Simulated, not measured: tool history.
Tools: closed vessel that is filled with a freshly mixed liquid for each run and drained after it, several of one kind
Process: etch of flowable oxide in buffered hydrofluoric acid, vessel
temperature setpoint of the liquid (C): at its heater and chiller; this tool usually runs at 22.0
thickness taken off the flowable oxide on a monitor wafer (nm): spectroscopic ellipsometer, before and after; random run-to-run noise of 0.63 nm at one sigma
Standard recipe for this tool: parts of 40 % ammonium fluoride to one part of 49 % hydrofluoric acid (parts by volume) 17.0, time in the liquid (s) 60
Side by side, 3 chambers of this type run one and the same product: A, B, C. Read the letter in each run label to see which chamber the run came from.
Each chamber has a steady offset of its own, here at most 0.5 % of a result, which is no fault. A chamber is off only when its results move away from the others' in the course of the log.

run	hour	temperature setpoint of the liquid (C)	parts of 40 % ammonium fluoride to one part of 49 % hydrofluoric acid (parts by volume)	time in the liquid (s)	read-back film thickness of the flowable oxide reference wafer, read on the same gauge (nm)	thickness taken off the flowable oxide on a monitor wafer (nm)
1C	3.5	22.0	17.0	60	150.00	81.321
2B	6.7	22.0	17.0	60	150.01	80.657
3A	9.5	22.0	17.0	60	150.00	81.273
4A	11.6	22.0	17.0	60	150.01	81.733
5C	16.1	26.5	17.0	60	150.01	101.790
6B	19.2	26.5	17.0	60	150.00	101.330
7A	23.1	26.5	17.0	60	149.97	104.540
8B	26.0	22.0	17.0	60	150.02	79.784
9C	28.4	22.0	17.0	60	149.96	80.690
10A	32.0	22.0	17.0	60	150.00	80.224
11C	35.2	22.0	17.0	60	150.03	80.965
12B	39.5	22.0	17.0	60	149.97	79.482
13A	41.8	22.0	17.0	60	150.03	79.845
14B	45.5	22.0	12.5	60	149.95	109.320
15C	49.9	22.0	12.5	60	149.99	108.360
16A	53.5	22.0	12.5	60	149.97	109.680
17C	57.8	22.0	22.0	85	149.98	90.500
18B	61.3	22.0	22.0	85	150.07	92.926
19C	63.3	22.0	22.0	85	149.97	89.394
20B	66.4	22.0	17.0	60	150.03	84.774
21A	70.3	22.0	17.0	60	150.03	81.293
22B	73.8	18.0	17.0	95	150.02	107.780
23A	78.3	18.0	17.0	95	149.99	102.930
24C	80.9	18.0	17.0	95	150.04	103.190
25C	84.4	22.0	17.0	60	150.04	79.338
26A	88.4	22.0	17.0	60	150.00	81.383
27B	91.5	22.0	17.0	60	149.98	86.975
28A	94.3	22.0	17.0	60	150.00	81.608
29C	96.5	22.0	17.0	60	150.04	80.220
30B	101.0	22.0	17.0	60	150.00	90.536
31B	104.4	22.0	17.0	60	149.95	88.369

All 3 chambers run these settings next. Forecast each chamber's results:
32A	107.7	22.0	17.0	75		?
32B	107.7	22.0	17.0	75		?
32C	107.7	22.0	17.0	75		?

run	thickness taken off the flowable oxide on a monitor wafer (nm)
32A	101.460
32B	112.610
32C	100.760

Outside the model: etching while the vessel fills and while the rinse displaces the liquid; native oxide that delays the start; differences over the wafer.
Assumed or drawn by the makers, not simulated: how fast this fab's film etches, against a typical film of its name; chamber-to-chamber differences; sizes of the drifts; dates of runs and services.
